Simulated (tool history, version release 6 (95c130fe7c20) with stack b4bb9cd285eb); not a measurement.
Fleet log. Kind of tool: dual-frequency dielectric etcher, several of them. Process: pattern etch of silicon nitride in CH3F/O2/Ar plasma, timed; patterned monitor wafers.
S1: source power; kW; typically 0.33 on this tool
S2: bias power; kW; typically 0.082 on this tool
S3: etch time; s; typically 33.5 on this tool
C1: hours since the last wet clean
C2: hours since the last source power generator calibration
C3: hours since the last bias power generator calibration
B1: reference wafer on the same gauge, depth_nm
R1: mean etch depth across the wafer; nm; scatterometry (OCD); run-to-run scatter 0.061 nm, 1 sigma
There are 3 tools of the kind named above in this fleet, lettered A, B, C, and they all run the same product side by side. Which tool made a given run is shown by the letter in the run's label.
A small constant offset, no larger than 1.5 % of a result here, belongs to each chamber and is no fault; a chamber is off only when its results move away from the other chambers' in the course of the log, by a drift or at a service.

run	hour	S1	S2	S3	C1	C2	C3	B1	R1
1A	8.5	0.33	0.082	33.5	335.1	2654.8	1846.7	26.701	22.86
2C	19.9	0.33	0.082	33.5	256.6	1193.2	1019.2	26.693	22.506
3B	31.7	0.33	0.082	33.5	459.5	301.2	115.7	26.694	22.524
4A	37.5	0.33	0.082	33.5	364.1	2683.8	1875.7	26.7	22.922
5B	43.9	0.33	0.082	42	471.7	313.4	127.9	26.693	28.202
6C	55.5	0.33	0.082	42	292.2	1228.8	1054.8	26.722	28.169
# hour 64.6: chamber B: wet clean of the chamber
7B	66.1	0.33	0.082	42	1.6	335.6	150.1	26.689	28.27
8A	72.8	0.33	0.082	33.5	399.4	2719.1	1911	26.717	23.013
9C	84.2	0.33	0.082	33.5	320.9	1257.5	1083.5	26.7	22.488
10C	93.2	0.33	0.082	33.5	329.9	1266.5	1092.5	26.701	22.623
# hour 102.2: chamber A: wet clean of the chamber
11A	105.4	0.33	0.082	33.5	3.3	2751.7	1943.6	26.7	22.916
12B	115.5	0.33	0.082	33.5	51	385	199.5	26.7	22.448
13B	127.5	0.33	0.082	33.5	63	397	211.5	26.701	22.464
14C	138.5	0.33	0.082	33.5	375.2	1311.8	1137.8	26.702	22.434
15A	151	0.33	0.082	33.5	48.9	2797.3	1989.2	26.71	22.911
16B	160.4	0.33	0.082	33.5	95.9	429.9	244.4	26.695	22.707
17A	172.2	0.33	0.082	33.5	70.1	2818.5	2010.4	26.709	22.965
18C	180.9	0.33	0.096	33.5	417.6	1354.2	1180.2	26.703	23.65
19A	188.1	0.33	0.096	33.5	86	2834.4	2026.3	26.709	24.272
20B	195.5	0.33	0.096	33.5	131	465	279.5	26.707	23.856
21C	204.1	0.33	0.082	33.5	440.8	1377.4	1203.4	26.707	22.209
22A	210.2	0.33	0.082	33.5	108.1	2856.5	2048.4	26.695	23.007
23C	220.3	0.33	0.082	33.5	457	1393.6	1219.6	26.709	22.147
24B	229.8	0.33	0.082	33.5	165.3	499.3	313.8	26.704	22.477
25B	239.2	0.33	0.082	33.5	174.7	508.7	323.2	26.72	22.632
26A	248	0.33	0.093	33.5	145.9	2894.3	2086.2	26.7	24.003
27C	258.6	0.33	0.093	33.5	495.3	1431.9	1257.9	26.716	22.965
28C	270	0.33	0.093	33.5	506.7	1443.3	1269.3	26.697	23.021
29B	281.7	0.33	0.082	33.5	217.2	551.2	365.7	26.684	22.559
30A	293.7	0.33	0.082	33.5	191.6	2940	2131.9	26.697	22.747
31A	301.6	0.33	0.082	33.5	199.5	2947.9	2139.8	26.71	22.907
32B	308.5	0.33	0.082	33.5	244	578	392.5	26.703	22.432
33C	314.7	0.33	0.082	33.5	551.4	1488	1314	26.718	21.873

Read the log: is a single chamber off, either drifting away or since a service, is the gauge that measures every chamber drifting, or is nothing wrong beyond small per-chamber offsets? Name any odd chamber and what most likely caused it.

One chamber, C, drifts off from the rest bit by bit.
What lies behind it: etch rate under this chamber's usual, % = 3.05.

Chamber C could run next with any of the 4 candidate recipes listed below; each alters the usual settings, and their results appear as question marks. Which one brings its results back in line with what the other chambers deliver on the usual settings?
In line here means within this much of the mean the other chambers give on the usual settings: R1 0.21 nm
34C-1	323.6	0.32	0.081	31.5					?
34C-2	323.6	0.33	0.083	36					?
34C-3	323.6	0.33	0.081	32.5					?
34C-4	323.6	0.33	0.091	33.5					?

Usual-settings mean across the other chambers: R1 22.722 nm
run	R1
34C-1	20.252
34C-2	23.618
34C-3	21.139
34C-4	22.711
The right change is 34C-4: it brings the chamber back within the allowed miss of the others.
